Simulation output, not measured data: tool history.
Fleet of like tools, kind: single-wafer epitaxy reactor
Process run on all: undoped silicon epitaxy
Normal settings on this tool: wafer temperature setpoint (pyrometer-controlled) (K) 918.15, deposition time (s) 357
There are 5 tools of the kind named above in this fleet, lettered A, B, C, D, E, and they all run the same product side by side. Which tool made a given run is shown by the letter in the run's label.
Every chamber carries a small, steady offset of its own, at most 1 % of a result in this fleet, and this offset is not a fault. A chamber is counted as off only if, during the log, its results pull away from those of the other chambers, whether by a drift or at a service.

run   hour  wafer temperature setpoint (pyrometer-controlled) (K)  deposition time (s)  read-back reference wafer on the same gauge, thickness_nm  mean film thickness on the monitor wafer (Å)
 1D    5.8                                                 918.15                  357                                                     45.190                                        537.81
 2E   15.5                                                 918.15                  357                                                     45.198                                        532.34
 3C   25.3                                                 918.15                  357                                                     45.179                                        542.08
 4B   35.0                                                 918.15                  357                                                     45.242                                        535.24
 5A   41.2                                                 918.15                  357                                                     45.189                                        542.63
 6E   52.3                                                 918.15                  357                                                     45.147                                        528.21
 7B   58.7                                                 918.15                  357                                                     45.253                                        540.63
 8D   69.5                                                 918.15                  357                                                     45.169                                        530.33
 9A   78.6                                                 918.15                  357                                                     45.201                                        538.35
10C   86.6                                                 918.15                  357                                                     45.221                                        539.21
11C   96.6                                                 918.15                  357                                                     45.176                                        540.59
12A  106.8                                                 932.15                  357                                                     45.236                                        726.13
13D  113.5                                                 932.15                  357                                                     45.173                                        726.56
14E  119.2                                                 932.15                  357                                                     45.204                                        724.66
15B  127.4                                                 932.15                  357                                                     45.125                                        740.86
16A  137.7                                                 932.15                  357                                                     45.214                                        731.49
17D  142.6                                                 932.15                  357                                                     45.194                                        724.24
18C  147.4                                                 932.15                  357                                                     45.193                                        734.37
19E  152.7                                                 932.15                  357                                                     45.222                                        724.85
20B  163.3                                                 932.15                  357                                                     45.239                                        750.17
21B  172.8                                                 932.15                  357                                                     45.165                                        747.56
22C  180.0                                                 918.15                  357                                                     45.226                                        538.26
23E  190.2                                                 918.15                  357                                                     45.179                                        531.16
24A  199.9                                                 918.15                  357                                                     45.185                                        543.16
25D  210.3                                                 907.15                  357                                                     45.209                                        415.88
26D  218.6                                                 907.15                  357                                                     45.207                                        418.30
27B  225.9                                                 907.15                  357                                                     45.258                                        438.33
28A  232.3                                                 907.15                  357                                                     45.223                                        423.35
29C  237.2                                                 907.15                  357                                                     45.246                                        421.19
30E  246.3                                                 918.15                  357                                                     45.224                                        532.02
31D  253.3                                                 918.15                  357                                                     45.180                                        535.26
32B  260.3                                                 918.15                  357                                                     45.240                                        562.03
33E  271.0                                                 918.15                  357                                                     45.203                                        533.61

Which is it: a chamber that has drifted or been left off by a service, a gauge drift common to all chambers, or only each chamber's usual small offset? If a chamber is off, name it and its likeliest cause.

Chamber B drifts away from the others.
Most likely cause: wafer temperature above the value expected at the setpoint (K) = 2.33.

Here are 4 candidates for chamber B's next run, each the usual settings with a change, their results left as question marks. Which one brings its results back in line with what the others give on the usual settings?
Maximum distance from the other chambers' mean on the usual settings for a result to count as in line: mean film thickness on the monitor wafer (Å) 9.10
34B-1  279.0                                                 916.15                  352                                                                                                        ?
34B-2  279.0                                                 920.15                  362                                                                                                        ?
34B-3  279.0                                                 917.15                  355                                                                                                        ?
34B-4  279.0                                                 919.15                  359                                                                                                        ?

On the usual settings, the other chambers give on average: mean film thickness on the monitor wafer (Å) 536.56
  run  mean film thickness on the monitor wafer (Å)
34B-1                                        533.85
34B-2                                        599.59
34B-3                                        550.43
34B-4                                        581.71
Change 34B-1 lands the chamber within the allowed miss of the other chambers.
